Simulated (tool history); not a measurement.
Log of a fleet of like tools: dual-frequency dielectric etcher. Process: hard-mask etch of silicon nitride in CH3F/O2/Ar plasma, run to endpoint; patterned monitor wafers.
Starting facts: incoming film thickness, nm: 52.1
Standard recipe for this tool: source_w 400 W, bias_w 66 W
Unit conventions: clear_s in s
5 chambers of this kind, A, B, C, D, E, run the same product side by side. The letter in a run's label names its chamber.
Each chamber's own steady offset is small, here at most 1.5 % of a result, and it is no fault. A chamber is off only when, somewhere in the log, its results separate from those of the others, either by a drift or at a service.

run	hour	source_w	bias_w	clear_s
# hour 1.4: chamber A: wet clean of the chamber
1A	5.9	400	66	79.274
2C	8.7	400	66	78.346
3E	11.4	400	66	77.225
4B	15.2	400	66	77.344
5D	18.8	400	66	77.605
6C	21.9	400	66	78.108
# hour 23.6: chamber E: bias power generator calibrated
7B	24.5	400	66	77.585
8A	29.7	400	66	77.878
9E	35.4	400	66	76.345
10D	39.4	400	66	77.814
# hour 42.5: chamber D: wet clean of the chamber
11D	43.0	330	66	83.599
12B	47.7	330	66	84.003
13A	50.3	330	66	83.921
14C	53.4	330	66	84.096
15E	56.4	330	66	82.624
16D	62.4	400	66	78.442
17C	66.4	400	66	78.221
18E	69.1	400	66	76.036
19B	73.4	450	66	74.663
20A	78.7	450	66	74.459
21B	84.6	450	66	74.016
22D	87.2	450	66	75.024
23C	91.1	450	66	75.262
24E	95.9	400	66	76.383
25A	99.1	400	66	78.756
26C	105.0	400	66	78.279
27A	108.9	400	66	77.574
28E	112.4	400	66	76.669
29B	117.1	400	66	77.708
30D	122.4	400	66	77.590
31B	126.3	400	66	77.842
32A	130.7	400	66	77.747
33D	134.1	400	66	77.925

Next, every chamber runs the same settings. What will each give?
34A	138.4	400	54	?
34B	138.4	400	54	?
34C	138.4	400	54	?
34D	138.4	400	54	?
34E	138.4	400	54	?

run	clear_s
34A	83.790
34B	82.900
34C	83.398
34D	83.512
34E	81.602

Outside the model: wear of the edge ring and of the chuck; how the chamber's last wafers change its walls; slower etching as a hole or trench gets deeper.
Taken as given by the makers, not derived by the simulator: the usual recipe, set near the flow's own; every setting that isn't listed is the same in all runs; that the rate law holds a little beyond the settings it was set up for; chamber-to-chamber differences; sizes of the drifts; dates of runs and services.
